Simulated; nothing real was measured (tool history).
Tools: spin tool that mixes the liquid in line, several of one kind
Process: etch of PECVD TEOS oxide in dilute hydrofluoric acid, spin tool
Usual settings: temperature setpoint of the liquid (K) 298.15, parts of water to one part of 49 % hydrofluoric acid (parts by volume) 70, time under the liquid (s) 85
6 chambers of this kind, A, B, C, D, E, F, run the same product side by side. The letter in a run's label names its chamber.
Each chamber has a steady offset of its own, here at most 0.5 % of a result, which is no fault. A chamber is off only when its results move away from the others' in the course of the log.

run,day,temperature setpoint of the liquid (K),parts of water to one part of 49 % hydrofluoric acid (parts by volume),time under the liquid (s),"read-back film thickness of the PECVD TEOS oxide reference wafer, read on the same gauge (nm)",thickness taken off the PECVD TEOS oxide on a monitor wafer (nm)
1D,0.104,298.15,70,85,39.987,11.2820
2C,0.267,298.15,70,85,40.024,11.1580
3A,0.412,298.15,70,85,39.982,11.1380
4E,0.512,298.15,70,85,40.003,11.2720
5F,0.617,298.15,70,85,40.030,11.3000
6B,0.779,298.15,45,130,40.002,27.6570
7B,0.950,298.15,45,130,39.998,27.8760
8F,1.112,298.15,45,130,39.994,27.9570
9D,1.292,298.15,45,130,39.998,27.6730
# day 1.308: chamber D: thermometer replaced
10A,1.404,298.15,45,130,40.009,27.9990
11E,1.546,298.15,45,130,39.998,27.2270
12C,1.658,298.15,70,85,39.990,11.3340
13D,1.738,298.15,70,85,40.018,11.1370
14E,1.875,298.15,70,85,40.023,11.1150
15A,1.975,298.15,70,85,39.987,11.2110
16F,2.150,303.15,70,85,40.028,13.8510
17B,2.329,303.15,70,85,39.992,13.5010
18C,2.450,303.15,70,85,40.012,13.8170
19A,2.575,303.15,70,85,39.998,13.7310
20D,2.679,303.15,70,85,40.006,13.5920
21E,2.846,303.15,70,85,40.001,13.3480
22B,2.971,295.15,45,85,40.011,15.8920
23C,3.092,295.15,45,85,39.998,16.0530
24F,3.246,295.15,45,85,39.982,16.3180
25B,3.371,295.15,45,85,39.993,16.0160
26A,3.533,295.15,45,85,40.016,15.9390
27E,3.638,295.15,45,85,40.013,15.6970
28F,3.729,298.15,70,85,39.987,11.3130
29D,3.846,298.15,70,85,40.003,11.2920
30C,3.979,298.15,70,85,40.007,11.3200
31C,4.071,298.15,90,85,40.013,8.2889
32A,4.229,298.15,90,85,39.998,8.5722
# day 4.246: chamber D: hydrofluoric acid flow meter replaced
33F,4.342,298.15,90,85,39.996,8.4839
34D,4.492,298.15,90,85,40.004,8.4123
35E,4.608,298.15,90,85,40.011,8.5515
36B,4.771,298.15,90,85,40.006,8.4597
37C,4.867,296.65,70,85,40.017,10.6460

Is one chamber off against the others, does the gauge drift, or is nothing wrong? If a chamber is off, say which, and what the likeliest cause is.

No chamber stands off beyond its own small offset, and the gauge holds steady.
